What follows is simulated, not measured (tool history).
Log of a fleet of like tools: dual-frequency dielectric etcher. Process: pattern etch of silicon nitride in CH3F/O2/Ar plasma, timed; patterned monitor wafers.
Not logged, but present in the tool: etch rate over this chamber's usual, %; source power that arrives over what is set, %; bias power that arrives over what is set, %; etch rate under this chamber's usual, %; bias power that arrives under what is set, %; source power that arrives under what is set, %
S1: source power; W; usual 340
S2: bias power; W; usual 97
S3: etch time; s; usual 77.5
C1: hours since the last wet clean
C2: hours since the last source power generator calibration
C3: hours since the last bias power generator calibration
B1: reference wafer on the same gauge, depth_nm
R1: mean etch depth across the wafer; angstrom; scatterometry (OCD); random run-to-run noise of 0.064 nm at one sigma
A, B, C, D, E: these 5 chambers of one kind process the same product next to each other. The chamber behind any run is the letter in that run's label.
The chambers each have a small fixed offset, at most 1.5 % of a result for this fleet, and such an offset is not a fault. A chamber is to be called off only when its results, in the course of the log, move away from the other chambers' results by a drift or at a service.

run	hour	S1	S2	S3	C1	C2	C3	B1	R1
# hour 3.6: chamber D: source power generator calibrated
1B	9.4	340	97	77.5	301.2	2104.8	4704.2	46.097	565.89
2E	15.6	340	97	77.5	318.8	1667.4	1436.6	46.09	571.19
3A	23.6	340	97	77.5	104	1602.9	2179.8	46.089	563.88
4D	29.8	340	97	77.5	307	26.2	570.6	46.081	561.46
5C	38.1	340	81	77.5	334.5	1115.8	137.1	46.08	536.09
6B	45.1	340	81	77.5	336.9	2140.5	4739.9	46.069	530.51
7E	53.3	340	81	77.5	356.5	1705.1	1474.3	46.066	533.91
8C	57.7	340	81	77.5	354.1	1135.4	156.7	46.059	537.2
9D	62.4	340	81	77.5	339.6	58.8	603.2	46.054	526.54
10A	69.4	340	97	77.5	149.8	1648.7	2225.6	46.063	563.02
11A	76	340	97	77.5	156.4	1655.3	2232.2	46.048	563.72
12E	81.8	340	97	77.5	385	1733.6	1502.8	46.052	570.46
13B	87.4	340	97	77.5	379.2	2182.8	4782.2	46.036	565.1
14D	96.9	340	97	77.5	374.1	93.3	637.7	46.037	561.03
15C	103.2	340	110	90	399.6	1180.9	202.2	46.03	698.28
16E	112.8	340	110	90	416	1764.6	1533.8	46.017	693.69
17D	121.4	340	110	90	398.6	117.8	662.2	46.026	682.55
18C	127.9	340	110	90	424.3	1205.6	226.9	46.01	695.93
19A	136.4	340	110	90	216.8	1715.7	2292.6	46.004	685.56
20B	141.1	340	97	77.5	432.9	2236.5	4835.9	45.998	566.23
21E	148.2	340	97	77.5	451.4	1800	1569.2	45.999	568.39
22D	157	340	97	77.5	434.2	153.4	697.8	45.989	560.87
23C	164.6	340	97	77.5	461	1242.3	263.6	45.997	573.17
24A	171.9	340	97	77.5	252.3	1751.2	2328.1	45.976	564.25
25B	181.6	340	97	77.5	473.4	2277	4876.4	45.975	564.57
26E	189.7	340	97	77.5	492.9	1841.5	1610.7	45.966	568.41
27C	194.4	340	97	77.5	490.8	1272.1	293.4	45.96	572.23
28A	203.6	340	97	77.5	284	1782.9	2359.8	45.964	562.58
# hour 205.1: chamber E: wet clean of the chamber
29D	209.1	340	97	77.5	486.3	205.5	749.9	45.962	560.2
30B	216.1	340	97	77.5	507.9	2311.5	4910.9	45.945	564.28
31A	221.1	340	97	77.5	301.5	1800.4	2377.3	45.965	562.34
# hour 224.6: chamber B: bias power generator calibrated
32E	230	340	109	99.5	24.9	1881.8	1651	45.935	762.96
# hour 230.9: chamber B: wet clean of the chamber
33C	239.3	340	109	99.5	535.7	1317	338.3	45.926	768.78
34B	245.8	340	109	99.5	15	2341.2	21.3	45.938	757.25
35D	254.6	340	109	99.5	531.8	251	795.4	45.911	750.87
36A	263.7	340	109	99.5	344.1	1843	2419.9	45.922	753.45
37B	270.8	340	97	77.5	40	2366.2	46.3	45.909	564.26
38E	276	340	97	77.5	70.9	1927.8	1697	45.916	569.18
39D	280.9	340	97	77.5	558.1	277.3	821.7	45.904	559.57
40C	289.2	340	97	77.5	585.6	1366.9	388.2	45.914	571.75
41E	295.4	340	97	77.5	90.3	1947.2	1716.4	45.917	568.47
42B	302.8	340	97	77.5	72	2398.2	78.3	45.881	564.41

Is one chamber out of step, is the gauge drifting, or do the chambers differ by no more than their own small offsets? For an off chamber, give its letter and the likeliest cause.

None of the chambers is off. What moves is the gauge, dragging all their readings along together.
Most likely cause: gauge reads low (%) = 0.464.
